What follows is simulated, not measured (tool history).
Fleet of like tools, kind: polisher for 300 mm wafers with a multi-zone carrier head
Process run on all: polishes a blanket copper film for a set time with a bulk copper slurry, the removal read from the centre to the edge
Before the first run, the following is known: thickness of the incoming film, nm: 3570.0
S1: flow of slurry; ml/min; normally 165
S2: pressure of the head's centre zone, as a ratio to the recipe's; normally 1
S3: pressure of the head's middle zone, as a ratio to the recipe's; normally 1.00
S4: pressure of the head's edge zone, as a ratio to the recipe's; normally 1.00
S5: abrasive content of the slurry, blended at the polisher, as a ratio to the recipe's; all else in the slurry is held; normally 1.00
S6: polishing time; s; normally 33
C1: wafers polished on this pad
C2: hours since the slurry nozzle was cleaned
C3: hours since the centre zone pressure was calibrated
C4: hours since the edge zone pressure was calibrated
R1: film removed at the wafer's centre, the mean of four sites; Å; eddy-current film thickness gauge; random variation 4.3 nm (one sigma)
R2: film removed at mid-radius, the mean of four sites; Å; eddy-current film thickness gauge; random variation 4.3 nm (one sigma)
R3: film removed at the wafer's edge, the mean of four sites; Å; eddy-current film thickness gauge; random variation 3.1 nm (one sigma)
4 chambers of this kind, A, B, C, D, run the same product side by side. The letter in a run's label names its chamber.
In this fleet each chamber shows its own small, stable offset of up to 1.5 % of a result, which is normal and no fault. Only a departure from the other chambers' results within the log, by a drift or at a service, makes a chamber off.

Run 1A, hour 5.4: usual settings; C1 861; C2 263.5; C3 297.5; C4 552.6. Result: R1 3031.2 Å, R2 2952.9 Å, R3 2982.3 Å.
Run 2D, hour 10.8: usual settings; C1 347; C2 173.6; C3 130.3; C4 481.9. Result: R1 2996.1 Å, R2 3006.3 Å, R3 2951.8 Å.
Run 3C, hour 19.9: usual settings; C1 925; C2 72.5; C3 289.5; C4 468.5. Result: R1 3081.8 Å, R2 2953.6 Å, R3 2989.1 Å.
Run 4B, hour 25.7: usual settings; C1 571; C2 230.5; C3 783.3; C4 859.7. Result: R1 2929.1 Å, R2 2839.5 Å, R3 2937.7 Å.
At hour 30.8: chamber A: worn pad replaced by a new one.
Run 5A, hour 33.6: usual settings; C1 34; C2 291.7; C3 325.7; C4 580.8. Result: R1 3005.7 Å, R2 3059.1 Å, R3 2948.9 Å.
Run 6D, hour 39.2: usual settings; C1 690; C2 202.0; C3 158.7; C4 510.3. Result: R1 2983.3 Å, R2 2960.0 Å, R3 2961.7 Å.
At hour 44.2: chamber C: worn pad replaced by a new one.
At hour 45.8: chamber B: worn pad replaced by a new one.
Run 7C, hour 49.2: usual settings; C1 61; C2 101.8; C3 318.8; C4 497.8. Result: R1 2951.9 Å, R2 2938.4 Å, R3 3008.4 Å.
Run 8B, hour 57.0: usual settings but S4 1.09, S5 0.75; C1 135; C2 261.8; C3 814.6; C4 891.0. Result: R1 2756.4 Å, R2 2843.3 Å, R3 2934.9 Å.
At hour 58.7: chamber D: worn pad replaced by a new one.
Run 9C, hour 62.0: usual settings but S4 1.09, S5 0.75; C1 215; C2 114.6; C3 331.6; C4 510.6. Result: R1 2822.1 Å, R2 2792.4 Å, R3 2935.1 Å.
Run 10A, hour 69.2: usual settings but S4 1.09, S5 0.75; C1 464; C2 327.3; C3 361.3; C4 616.4. Result: R1 2746.1 Å, R2 2669.6 Å, R3 2827.4 Å.
Run 11D, hour 76.7: usual settings but S4 1.09, S5 0.75; C1 217; C2 239.5; C3 196.2; C4 547.8. Result: R1 2842.5 Å, R2 2839.0 Å, R3 2864.2 Å.
Run 12B, hour 86.5: usual settings; C1 490; C2 291.3; C3 844.1; C4 920.5. Result: R1 3043.0 Å, R2 2994.7 Å, R3 2970.4 Å.
Run 13B, hour 92.4: usual settings; C1 562; C2 297.2; C3 850.0; C4 926.4. Result: R1 2957.8 Å, R2 2960.6 Å, R3 2961.4 Å.
Run 14A, hour 98.1: usual settings; C1 812; C2 356.2; C3 390.2; C4 645.3. Result: R1 2996.5 Å, R2 2991.4 Å, R3 2929.1 Å.
At hour 101.0: chamber B: centre zone pressure recalibrated.
Run 15C, hour 105.0: usual settings; C1 734; C2 157.6; C3 374.6; C4 553.6. Result: R1 2989.3 Å, R2 2942.1 Å, R3 3011.4 Å.
Run 16D, hour 111.3: usual settings but S1 215 ml/min, S6 37 s; C1 634; C2 274.1; C3 230.8; C4 582.4. Result: R1 3553.4 Å, R2 3427.0 Å, R3 3386.7 Å.
At hour 116.4: chamber B: worn pad replaced by a new one.
Run 17D, hour 116.6: usual settings but S1 215 ml/min, S6 37 s; C1 698; C2 279.4; C3 236.1; C4 587.7. Result: R1 3682.4 Å, R2 3567.0 Å, R3 3379.4 Å.
At hour 118.3: chamber B: slurry nozzle cleaned.
At hour 124.2: chamber A: worn pad replaced by a new one.
Run 18A, hour 127.8: usual settings but S1 215 ml/min, S6 37 s; C1 44; C2 385.9; C3 419.9; C4 675.0. Result: R1 3525.2 Å, R2 3528.4 Å, R3 3449.9 Å.
At hour 131.9: chamber D: worn pad replaced by a new one.
Run 19C, hour 133.4: usual settings but S1 215 ml/min, S6 37 s; C1 1076; C2 186.0; C3 403.0; C4 582.0. Result: R1 3474.8 Å, R2 3457.6 Å, R3 3417.9 Å.
At hour 139.7: chamber C: worn pad replaced by a new one.
Run 20B, hour 144.5: usual settings but S3 1.09, S6 40 s; C1 339; C2 26.3; C3 43.6; C4 978.5. Result: R1 3665.7 Å, R2 3915.3 Å, R3 3607.1 Å.
Run 21B, hour 150.4: usual settings but S3 1.09, S6 40 s; C1 410; C2 32.2; C3 49.5; C4 984.4. Result: R1 3618.2 Å, R2 3888.2 Å, R3 3650.3 Å.
At hour 154.9: chamber C: centre zone pressure recalibrated.
Run 22D, hour 157.0: usual settings but S3 1.09, S6 40 s; C1 302; C2 319.8; C3 276.5; C4 628.1. Result: R1 3841.9 Å, R2 3846.2 Å, R3 3599.0 Å.
At hour 159.1: chamber A: edge zone pressure recalibrated.
At hour 161.2: chamber D: edge zone pressure recalibrated.
Run 23C, hour 166.7: usual settings but S3 1.09, S6 40 s; C1 325; C2 219.3; C3 11.9; C4 615.3. Result: R1 3689.1 Å, R2 3847.2 Å, R3 3552.9 Å.
Run 24A, hour 175.7: usual settings; C1 621; C2 433.8; C3 467.8; C4 16.6. Result: R1 2964.5 Å, R2 2915.0 Å, R3 2990.9 Å.
Run 25D, hour 184.0: usual settings; C1 628; C2 346.8; C3 303.5; C4 22.9. Result: R1 3253.9 Å, R2 2996.9 Å, R3 2954.8 Å.
At hour 190.2: chamber B: worn pad replaced by a new one.
Run 26B, hour 194.5: usual settings; C1 52; C2 76.3; C3 93.6; C4 1028.5. Result: R1 2970.1 Å, R2 2882.2 Å, R3 2957.5 Å.

Decide between three cases: one chamber stands off from its peers, the gauge reading all wafers drifts, or nothing is wrong past each chamber's small offset. Where a chamber is off, say which and what most likely put it there.

It is chamber D that slowly wanders off from its peers.
What lies behind it: centre zone's pressure above its setpoint, % = 9.54.

Below are 4 candidate recipes for chamber D's next run, each the usual settings with a change, their results shown as question marks. Which of them brings D's results back in line with what the other chambers give on the usual settings?
A result is in line if it is within this distance of the other chambers' mean on the usual settings: R1 150.0 Å; R2 150.0 Å; R3 110.0 Å
Run 27D-1, hour 202.6: usual settings but S1 170 ml/min, S2 1.08, S3 0.99, S4 0.97. Result: R1 ?, R2 ?, R3 ?.
Run 27D-2, hour 202.6: usual settings but S1 150 ml/min, S2 0.84, S3 1.01, S4 1.07. Result: R1 ?, R2 ?, R3 ?.
Run 27D-3, hour 202.6: usual settings but S1 160 ml/min, S2 0.92, S3 1.01, S4 1.03. Result: R1 ?, R2 ?, R3 ?.
Run 27D-4, hour 202.6: usual settings but S1 180 ml/min, S2 1.17, S3 0.98, S4 0.93, S6 34 s. Result: R1 ?, R2 ?, R3 ?.

The other chambers' mean on the usual settings: R1 2971.4 Å; R2 2950.4 Å; R3 2962.2 Å
  run      R1      R2      R3
27D-1  3574.1  2956.3  2934.4
27D-2  2645.3  2948.3  3039.9
27D-3  2964.7  2981.8  3004.1
27D-4  4057.3  3044.7  2979.7
Change 27D-3 lands the chamber within the allowed miss of the other chambers.
